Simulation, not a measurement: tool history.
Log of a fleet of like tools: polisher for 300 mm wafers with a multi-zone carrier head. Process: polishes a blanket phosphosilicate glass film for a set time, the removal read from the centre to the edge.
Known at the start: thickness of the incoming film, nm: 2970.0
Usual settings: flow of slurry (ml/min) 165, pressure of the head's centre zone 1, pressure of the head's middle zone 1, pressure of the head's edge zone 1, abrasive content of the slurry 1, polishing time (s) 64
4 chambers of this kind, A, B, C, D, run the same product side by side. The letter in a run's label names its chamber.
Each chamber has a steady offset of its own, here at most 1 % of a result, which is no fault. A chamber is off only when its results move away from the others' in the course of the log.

run,day,flow of slurry (ml/min),pressure of the head's centre zone,pressure of the head's middle zone,pressure of the head's edge zone,abrasive content of the slurry,polishing time (s),wafers polished on this pad,hours since the slurry nozzle was cleaned,hours since the centre zone pressure was calibrated,hours since the edge zone pressure was calibrated,film removed at the wafer's centre (angstrom),film removed at mid-radius (angstrom),film removed at the wafer's edge (angstrom)
1C,0.371,165,1,1,1,1,64,410,63.6,330.4,69.6,5688.3,5624.8,5694.7
# day 0.421: chamber D: slurry nozzle cleaned
# day 0.542: chamber A: worn pad replaced by a new one
2D,0.808,165,1,1,1,1,64,1049,9.3,151.7,970.5,5676.8,5672.8,5752.9
# day 0.883: chamber A: centre zone pressure recalibrated
3B,1.342,165,1,1,1,1,64,602,433.8,351.1,92.4,5659.9,5611.2,5713.2
# day 1.371: chamber D: worn pad replaced by a new one
4A,1.675,165,1,1,1,1,64,240,139.4,19.1,822.7,5752.1,5667.5,5665.8
5C,2.258,145,1,1,1,1,64,809,108.9,375.7,114.9,5625.1,5512.8,5612.8
6A,2.6,145,1,1,1,1,64,435,161.6,41.3,844.9,5515.6,5502.8,5520.3
# day 3.033: chamber B: worn pad replaced by a new one
7B,3.179,145,1,1,1,1,64,30,477.9,395.2,136.5,5587.1,5595.6,5522.1
8D,3.667,145,1,1,1,1,64,485,77.9,220.3,1039.1,5473.7,5591.7,5534.8
9B,3.975,165,1,1,1,1,64,199,497,414.3,155.6,5718,5706.2,5675.3
10C,4.521,165,1,1,1,1,64,1287,163.2,430,169.2,5732.3,5655.1,5774
# day 4.683: chamber C: worn pad replaced by a new one
11D,5.129,165,1,1,1,1,55,795,113,255.4,1074.2,4947.5,4907.9,4848.3
12A,5.471,165,1,1,1,1,55,1042,230.5,110.2,913.8,4791.9,4806.4,4870.4
13C,6.079,165,1,1,1,1,55,295,200.6,467.4,206.6,4944.6,4901,4932.9
14A,6.371,165,1,1,1,1,55,1233,252.1,131.8,935.4,4910.7,4780.5,4825.7
# day 6.467: chamber A: worn pad replaced by a new one
15D,6.833,165,1,1,1,1,64,1155,153.9,296.3,1115.1,5641.9,5665.7,5814.9
# day 7.346: chamber D: worn pad replaced by a new one
16B,7.354,165,1,1,1,1,64,913,578.1,495.4,236.7,5680.6,5590.9,5598.9
# day 7.367: chamber B: worn pad replaced by a new one
17A,7.771,165,1,1,1,1,64,276,285.7,165.4,969,5759.9,5646.1,5632.1
18D,8.121,165,1,1,1,1,64,164,184.8,327.2,1146,5673.2,5673.9,5733.1
# day 8.262: chamber C: centre zone pressure recalibrated
19C,8.733,165,1,1,1,1,64,857,264.3,11.4,270.3,6219.4,5683.2,5641.8
20B,9.096,165,1,1,1,1,64,365,619.9,537.2,278.5,5718,5705.8,5764.6
21C,9.692,165,1,1,1.07,0.8,64,1059,287.3,34.4,293.3,5576.8,5072.6,5316.4
# day 9.758: chamber C: worn pad replaced by a new one
22B,10.325,165,1,1,1.07,0.8,64,625,649.4,566.7,308,5139.6,5107.6,5282.4
23D,10.896,165,1,1,1.07,0.8,64,751,251.4,393.8,1212.6,5024.4,5089.3,5315.5
24A,11.346,165,1,1,1.07,0.8,64,1032,371.5,251.2,1054.8,5067.5,5096.2,5337.9
# day 11.512: chamber B: worn pad replaced by a new one
25A,11.942,165,1,1,1,1,64,1158,385.8,265.5,1069.1,5611.2,5573.5,5661.2
26D,12.517,195,1,1,1,1,64,1094,290.3,432.7,1251.5,5881.3,5831.7,5871.7
# day 12.738: chamber A: worn pad replaced by a new one
# day 13.042: chamber D: worn pad replaced by a new one
27C,13.05,195,1,1,1,1,64,696,367.9,115,373.9,6356,5743.8,5884.5
28B,13.517,195,1,1,1,1,64,424,726,643.3,384.6,5868.4,5823.3,5763.7
# day 13.85: chamber B: centre zone pressure recalibrated
29B,13.962,195,1,1,1,1,64,518,736.7,2.8,395.3,5891.2,5855.7,5780.8
30C,14.6,165,1,1,1,1,64,1024,405.1,152.2,411.1,6207.7,5713.9,5694.2
31D,15.05,165,1,1,1,1,64,425,351.1,493.5,1312.3,5636,5742.7,5823.2
32A,15.533,165,1,1,1,1,64,592,472,351.7,1155.3,5755.3,5554.9,5647.8
33D,15.954,165,1,1,1,1,64,616,372.8,515.2,1334,5705.5,5644.9,5621.6

What goes on in this fleet: one chamber off, a drifting gauge, or nothing beyond the chambers' own small offsets? Name the chamber and the cause, if any.

A service left chamber C off against the others.
Cause: centre zone's pressure above its setpoint, % = 7.97.

Here are 4 candidates for chamber C's next run, each the usual settings with a change, their results left as question marks. Which one brings its results back in line with what the others give on the usual settings?
In line means no further than this from the other chambers' mean on the usual settings: film removed at the wafer's centre (angstrom) 130; film removed at mid-radius (angstrom) 160; film removed at the wafer's edge (angstrom) 170
34C-1,16.433,175,1.11,0.97,0.97,1,65,,,,,?,?,?
34C-2,16.433,160,0.93,1.02,1.02,1,64,,,,,?,?,?
34C-3,16.433,170,1.07,0.98,0.98,1,64,,,,,?,?,?
34C-4,16.433,155,0.9,1.03,1.03,1,64,,,,,?,?,?

The other chambers' mean on the usual settings: film removed at the wafer's centre (angstrom) 5684.9; film removed at mid-radius (angstrom) 5662.6; film removed at the wafer's edge (angstrom) 5662.3
run,film removed at the wafer's centre (angstrom),film removed at mid-radius (angstrom),film removed at the wafer's edge (angstrom)
34C-1,7097.6,5614.1,5659.9
34C-2,5678.8,5707.2,5652.5
34C-3,6683.2,5554.5,5581.8
34C-4,5445.1,5726.7,5657.2
34C-2 brings the chamber back in line.
